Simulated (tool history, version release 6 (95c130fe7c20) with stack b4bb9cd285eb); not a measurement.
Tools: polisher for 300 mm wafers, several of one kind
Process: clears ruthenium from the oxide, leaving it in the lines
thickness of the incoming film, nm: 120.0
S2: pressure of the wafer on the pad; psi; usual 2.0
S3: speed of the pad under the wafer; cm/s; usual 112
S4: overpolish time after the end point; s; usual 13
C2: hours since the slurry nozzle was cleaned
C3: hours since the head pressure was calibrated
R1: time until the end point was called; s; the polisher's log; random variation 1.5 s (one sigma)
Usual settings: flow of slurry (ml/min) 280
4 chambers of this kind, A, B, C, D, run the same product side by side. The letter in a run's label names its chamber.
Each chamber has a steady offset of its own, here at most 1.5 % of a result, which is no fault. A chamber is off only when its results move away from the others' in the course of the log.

{"run": "1C", "day": 0.379, "flow of slurry (ml/min)": 280, "S2": 2.0, "S3": 112, "S4": 13, "wafers polished on this pad": 399, "C2": 441.5, "C3": 21.2, "R1": 115.36}
{"day": 0.425, "done": "chamber A: worn pad replaced by a new one"}
{"run": "2A", "day": 0.575, "flow of slurry (ml/min)": 280, "S2": 2.0, "S3": 112, "S4": 13, "wafers polished on this pad": 36, "C2": 103.3, "C3": 276.9, "R1": 115.66}
{"run": "3D", "day": 0.825, "flow of slurry (ml/min)": 280, "S2": 2.0, "S3": 112, "S4": 13, "wafers polished on this pad": 486, "C2": 26.2, "C3": 344.2, "R1": 114.95}
{"run": "4B", "day": 1.175, "flow of slurry (ml/min)": 280, "S2": 2.0, "S3": 112, "S4": 13, "wafers polished on this pad": 818, "C2": 74.0, "C3": 106.3, "R1": 117.11}
{"day": 1.35, "done": "chamber D: worn pad replaced by a new one"}
{"run": "5B", "day": 1.358, "flow of slurry (ml/min)": 280, "S2": 2.0, "S3": 112, "S4": 13, "wafers polished on this pad": 861, "C2": 78.4, "C3": 110.7, "R1": 114.17}
{"run": "6C", "day": 1.725, "flow of slurry (ml/min)": 280, "S2": 2.0, "S3": 112, "S4": 13, "wafers polished on this pad": 716, "C2": 473.8, "C3": 53.5, "R1": 117.07}
{"run": "7A", "day": 2.121, "flow of slurry (ml/min)": 280, "S2": 2.0, "S3": 112, "S4": 13, "wafers polished on this pad": 399, "C2": 140.4, "C3": 314.0, "R1": 117.91}
{"run": "8D", "day": 2.321, "flow of slurry (ml/min)": 280, "S2": 2.0, "S3": 112, "S4": 13, "wafers polished on this pad": 228, "C2": 62.1, "C3": 380.1, "R1": 117.57}
{"run": "9B", "day": 2.517, "flow of slurry (ml/min)": 280, "S2": 2.0, "S3": 112, "S4": 13, "wafers polished on this pad": 1133, "C2": 106.2, "C3": 138.5, "R1": 116.6}
{"run": "10A", "day": 2.812, "flow of slurry (ml/min)": 280, "S2": 2.0, "S3": 112, "S4": 13, "wafers polished on this pad": 561, "C2": 157.0, "C3": 330.6, "R1": 116.02}
{"day": 3.042, "done": "chamber A: worn pad replaced by a new one"}
{"run": "11C", "day": 3.175, "flow of slurry (ml/min)": 280, "S2": 2.0, "S3": 112, "S4": 13, "wafers polished on this pad": 1056, "C2": 508.6, "C3": 88.3, "R1": 115.26}
{"day": 3.538, "done": "chamber B: worn pad replaced by a new one"}
{"run": "12D", "day": 3.583, "flow of slurry (ml/min)": 280, "S2": 2.0, "S3": 112, "S4": 13, "wafers polished on this pad": 524, "C2": 92.4, "C3": 410.4, "R1": 116.45}
{"run": "13D", "day": 3.85, "flow of slurry (ml/min)": 280, "S2": 2.0, "S3": 112, "S4": 13, "wafers polished on this pad": 587, "C2": 98.8, "C3": 416.8, "R1": 121.21}
{"day": 3.871, "done": "chamber C: worn pad replaced by a new one"}
{"run": "14B", "day": 4.258, "flow of slurry (ml/min)": 280, "S2": 2.0, "S3": 112, "S4": 13, "wafers polished on this pad": 169, "C2": 148.0, "C3": 180.3, "R1": 114.96}
{"day": 4.396, "done": "chamber D: worn pad replaced by a new one"}
{"run": "15A", "day": 4.567, "flow of slurry (ml/min)": 280, "S2": 2.0, "S3": 112, "S4": 13, "wafers polished on this pad": 358, "C2": 199.1, "C3": 372.7, "R1": 115.11}
{"run": "16C", "day": 4.821, "flow of slurry (ml/min)": 280, "S2": 2.0, "S3": 112, "S4": 13, "wafers polished on this pad": 223, "C2": 548.1, "C3": 127.8, "R1": 116.99}
{"run": "17A", "day": 5.208, "flow of slurry (ml/min)": 280, "S2": 2.0, "S3": 112, "S4": 13, "wafers polished on this pad": 509, "C2": 214.5, "C3": 388.1, "R1": 117.87}
{"run": "18B", "day": 5.45, "flow of slurry (ml/min)": 280, "S2": 2.0, "S3": 112, "S4": 13, "wafers polished on this pad": 449, "C2": 176.6, "C3": 208.9, "R1": 118.05}
{"day": 5.675, "done": "chamber A: worn pad replaced by a new one"}
{"run": "19D", "day": 5.742, "flow of slurry (ml/min)": 280, "S2": 2.0, "S3": 112, "S4": 13, "wafers polished on this pad": 316, "C2": 144.2, "C3": 462.2, "R1": 119.15}
{"run": "20C", "day": 6.058, "flow of slurry (ml/min)": 280, "S2": 2.0, "S3": 112, "S4": 13, "wafers polished on this pad": 514, "C2": 577.8, "C3": 157.5, "R1": 119.21}
{"run": "21A", "day": 6.392, "flow of slurry (ml/min)": 280, "S2": 2.0, "S3": 112, "S4": 13, "wafers polished on this pad": 168, "C2": 242.9, "C3": 416.5, "R1": 116.65}
{"run": "22B", "day": 6.592, "flow of slurry (ml/min)": 280, "S2": 2.0, "S3": 112, "S4": 13, "wafers polished on this pad": 717, "C2": 204.0, "C3": 236.3, "R1": 116.33}
{"run": "23D", "day": 6.892, "flow of slurry (ml/min)": 280, "S2": 2.0, "S3": 112, "S4": 13, "wafers polished on this pad": 586, "C2": 171.8, "C3": 489.8, "R1": 122.92}
{"day": 6.946, "done": "chamber D: worn pad replaced by a new one"}
{"run": "24C", "day": 7.158, "flow of slurry (ml/min)": 280, "S2": 2.0, "S3": 112, "S4": 13, "wafers polished on this pad": 772, "C2": 604.2, "C3": 183.9, "R1": 118.02}
{"run": "25A", "day": 7.442, "flow of slurry (ml/min)": 280, "S2": 2.0, "S3": 112, "S4": 13, "wafers polished on this pad": 415, "C2": 268.1, "C3": 441.7, "R1": 115.73}
{"run": "26D", "day": 7.646, "flow of slurry (ml/min)": 280, "S2": 2.0, "S3": 112, "S4": 13, "wafers polished on this pad": 164, "C2": 189.9, "C3": 507.9, "R1": 122.48}
{"run": "27C", "day": 8.054, "flow of slurry (ml/min)": 280, "S2": 2.0, "S3": 112, "S4": 13, "wafers polished on this pad": 982, "C2": 625.7, "C3": 205.4, "R1": 114.34}
{"day": 8.125, "done": "chamber A: worn pad replaced by a new one"}
{"run": "28B", "day": 8.254, "flow of slurry (ml/min)": 280, "S2": 2.0, "S3": 112, "S4": 13, "wafers polished on this pad": 1108, "C2": 243.9, "C3": 276.2, "R1": 115.67}
{"run": "29B", "day": 8.667, "flow of slurry (ml/min)": 280, "S2": 2.0, "S3": 112, "S4": 13, "wafers polished on this pad": 1205, "C2": 253.8, "C3": 286.1, "R1": 114.08}
{"run": "30D", "day": 8.862, "flow of slurry (ml/min)": 280, "S2": 2.0, "S3": 112, "S4": 13, "wafers polished on this pad": 450, "C2": 219.1, "C3": 537.1, "R1": 122.72}
{"run": "31A", "day": 9.083, "flow of slurry (ml/min)": 280, "S2": 2.0, "S3": 134, "S4": 13, "wafers polished on this pad": 225, "C2": 307.5, "C3": 481.1, "R1": 96.911}
{"day": 9.283, "done": "chamber C: worn pad replaced by a new one"}
{"run": "32C", "day": 9.438, "flow of slurry (ml/min)": 280, "S2": 2.0, "S3": 134, "S4": 13, "wafers polished on this pad": 36, "C2": 658.9, "C3": 238.6, "R1": 98.586}
{"run": "33A", "day": 9.692, "flow of slurry (ml/min)": 280, "S2": 2.0, "S3": 134, "S4": 13, "wafers polished on this pad": 368, "C2": 322.1, "C3": 495.7, "R1": 98.769}
{"day": 9.783, "done": "chamber D: worn pad replaced by a new one"}
{"day": 9.858, "done": "chamber B: worn pad replaced by a new one"}
{"run": "34B", "day": 10.104, "flow of slurry (ml/min)": 280, "S2": 2.0, "S3": 134, "S4": 13, "wafers polished on this pad": 58, "C2": 288.3, "C3": 320.6, "R1": 97.407}
{"run": "35C", "day": 10.458, "flow of slurry (ml/min)": 280, "S2": 2.0, "S3": 112, "S4": 13, "wafers polished on this pad": 276, "C2": 683.4, "C3": 263.1, "R1": 116.31}
{"day": 10.717, "done": "chamber A: worn pad replaced by a new one"}
{"run": "36D", "day": 10.75, "flow of slurry (ml/min)": 280, "S2": 2.0, "S3": 112, "S4": 13, "wafers polished on this pad": 227, "C2": 264.4, "C3": 582.4, "R1": 130.2}
{"run": "37C", "day": 11.112, "flow of slurry (ml/min)": 280, "S2": 2.0, "S3": 112, "S4": 13, "wafers polished on this pad": 430, "C2": 699.1, "C3": 278.8, "R1": 118.8}
{"run": "38A", "day": 11.496, "flow of slurry (ml/min)": 280, "S2": 2.0, "S3": 112, "S4": 13, "wafers polished on this pad": 183, "C2": 365.4, "C3": 539.0, "R1": 116.32}
{"run": "39B", "day": 11.846, "flow of slurry (ml/min)": 280, "S2": 2.3, "S3": 136, "S4": 13, "wafers polished on this pad": 467, "C2": 330.1, "C3": 362.4, "R1": 85.04}
{"run": "40D", "day": 12.162, "flow of slurry (ml/min)": 280, "S2": 2.3, "S3": 136, "S4": 13, "wafers polished on this pad": 558, "C2": 298.3, "C3": 616.3, "R1": 93.597}
{"run": "41C", "day": 12.45, "flow of slurry (ml/min)": 280, "S2": 2.3, "S3": 136, "S4": 13, "wafers polished on this pad": 744, "C2": 731.2, "C3": 310.9, "R1": 85.133}
{"day": 12.496, "done": "chamber D: worn pad replaced by a new one"}
{"day": 12.579, "done": "chamber B: slurry nozzle cleaned"}
{"run": "42A", "day": 12.671, "flow of slurry (ml/min)": 280, "S2": 2.3, "S3": 136, "S4": 13, "wafers polished on this pad": 459, "C2": 393.6, "C3": 567.2, "R1": 84.925}
{"run": "43B", "day": 13.008, "flow of slurry (ml/min)": 280, "S2": 2.0, "S3": 112, "S4": 13, "wafers polished on this pad": 740, "C2": 10.4, "C3": 390.3, "R1": 116.09}
{"run": "44D", "day": 13.258, "flow of slurry (ml/min)": 280, "S2": 2.0, "S3": 112, "S4": 13, "wafers polished on this pad": 179, "C2": 324.6, "C3": 642.6, "R1": 131.25}

Next, every chamber runs the same settings. What will each give?
{"run": "45A", "day": 13.554, "flow of slurry (ml/min)": 235, "S2": 2.0, "S3": 112, "S4": 13, "R1": "?"}
{"run": "45B", "day": 13.554, "flow of slurry (ml/min)": 235, "S2": 2.0, "S3": 112, "S4": 13, "R1": "?"}
{"run": "45C", "day": 13.554, "flow of slurry (ml/min)": 235, "S2": 2.0, "S3": 112, "S4": 13, "R1": "?"}
{"run": "45D", "day": 13.554, "flow of slurry (ml/min)": 235, "S2": 2.0, "S3": 112, "S4": 13, "R1": "?"}

run=45A R1=121.830
run=45B R1=117.920
run=45C R1=119.270
run=45D R1=135.900
